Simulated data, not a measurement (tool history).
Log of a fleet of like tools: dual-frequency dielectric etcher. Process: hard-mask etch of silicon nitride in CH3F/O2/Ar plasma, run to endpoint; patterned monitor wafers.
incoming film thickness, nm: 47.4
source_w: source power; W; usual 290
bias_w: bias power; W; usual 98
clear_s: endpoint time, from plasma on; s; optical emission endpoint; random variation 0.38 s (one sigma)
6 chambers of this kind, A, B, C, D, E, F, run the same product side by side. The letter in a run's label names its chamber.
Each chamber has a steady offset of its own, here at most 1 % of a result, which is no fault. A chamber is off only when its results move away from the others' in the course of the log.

| run | hour | source_w | bias_w | hours since the last wet clean | hours since the last source power generator calibration | hours since the last bias power generator calibration | clear_s |
|---|---|---|---|---|---|---|---|
| 1F | 7.1 | 290 | 98 | 363.0 | 1748.1 | 2897.2 | 69.657 |
| 2D | 14.9 | 290 | 98 | 107.7 | 2462.2 | 3601.5 | 68.755 |
| 3E | 20.9 | 290 | 98 | 83.4 | 1808.2 | 472.8 | 70.519 |
| 4B | 29.3 | 290 | 98 | 348.5 | 1021.0 | 994.4 | 69.114 |
|  | 30.8 | chamber A: wet clean of the chamber |
| 5C | 36.3 | 290 | 98 | 183.5 | 555.7 | 3476.4 | 68.475 |
| 6A | 42.5 | 290 | 98 | 11.8 | 1308.5 | 1188.7 | 68.905 |
| 7A | 50.1 | 290 | 98 | 19.4 | 1316.1 | 1196.3 | 69.718 |
| 8C | 58.6 | 290 | 98 | 205.8 | 578.0 | 3498.7 | 68.401 |
|  | 71.2 | chamber F: wet clean of the chamber |
| 9D | 71.3 | 290 | 118 | 164.1 | 2518.6 | 3657.9 | 63.550 |
| 10E | 76.8 | 290 | 118 | 139.3 | 1864.1 | 528.7 | 65.002 |
| 11B | 87.1 | 290 | 118 | 406.3 | 1078.8 | 1052.2 | 64.411 |
| 12F | 96.1 | 290 | 118 | 24.9 | 1837.1 | 2986.2 | 64.421 |
| 13F | 105.0 | 290 | 118 | 33.8 | 1846.0 | 2995.1 | 64.449 |
| 14C | 113.5 | 290 | 118 | 260.7 | 632.9 | 3553.6 | 64.235 |
| 15A | 120.7 | 290 | 76 | 90.0 | 1386.7 | 1266.9 | 76.639 |
| 16B | 132.1 | 290 | 76 | 451.3 | 1123.8 | 1097.2 | 76.821 |
| 17D | 140.4 | 290 | 76 | 233.2 | 2587.7 | 3727.0 | 75.600 |
| 18E | 147.4 | 290 | 76 | 209.9 | 1934.7 | 599.3 | 76.066 |
| 19D | 159.4 | 290 | 76 | 252.2 | 2606.7 | 3746.0 | 75.935 |
| 20A | 165.9 | 290 | 76 | 135.2 | 1431.9 | 1312.1 | 76.347 |
| 21F | 171.6 | 290 | 98 | 100.4 | 1912.6 | 3061.7 | 69.568 |
| 22B | 178.8 | 290 | 98 | 498.0 | 1170.5 | 1143.9 | 69.319 |
| 23C | 188.5 | 290 | 98 | 335.7 | 707.9 | 3628.6 | 68.359 |
| 24E | 198.7 | 290 | 98 | 261.2 | 1986.0 | 650.6 | 68.662 |
| 25C | 208.9 | 290 | 98 | 356.1 | 728.3 | 3649.0 | 68.748 |
| 26B | 215.3 | 290 | 98 | 534.5 | 1207.0 | 1180.4 | 70.002 |
| 27A | 222.9 | 290 | 98 | 192.2 | 1488.9 | 1369.1 | 69.938 |
| 28E | 234.5 | 290 | 98 | 297.0 | 2021.8 | 686.4 | 69.531 |
| 29F | 244.0 | 290 | 98 | 172.8 | 1985.0 | 3134.1 | 69.335 |
| 30D | 253.8 | 290 | 98 | 346.6 | 2701.1 | 3840.4 | 68.800 |
| 31F | 264.5 | 290 | 98 | 193.3 | 2005.5 | 3154.6 | 69.242 |
| 32A | 273.0 | 230 | 98 | 242.3 | 1539.0 | 1419.2 | 76.377 |
| 33D | 280.8 | 230 | 98 | 373.6 | 2728.1 | 3867.4 | 75.079 |
| 34E | 291.1 | 230 | 98 | 353.6 | 2078.4 | 743.0 | 75.327 |
|  | 297.2 | chamber B: wet clean of the chamber |
| 35C | 298.7 | 230 | 98 | 445.9 | 818.1 | 3738.8 | 74.911 |
| 36B | 306.9 | 230 | 98 | 9.7 | 1298.6 | 1272.0 | 75.980 |

What goes on in this fleet: one chamber off, a drifting gauge, or nothing beyond the chambers' own small offsets? Name the chamber and the cause, if any.

No chamber stands off beyond its own small offset, and the gauge holds steady.
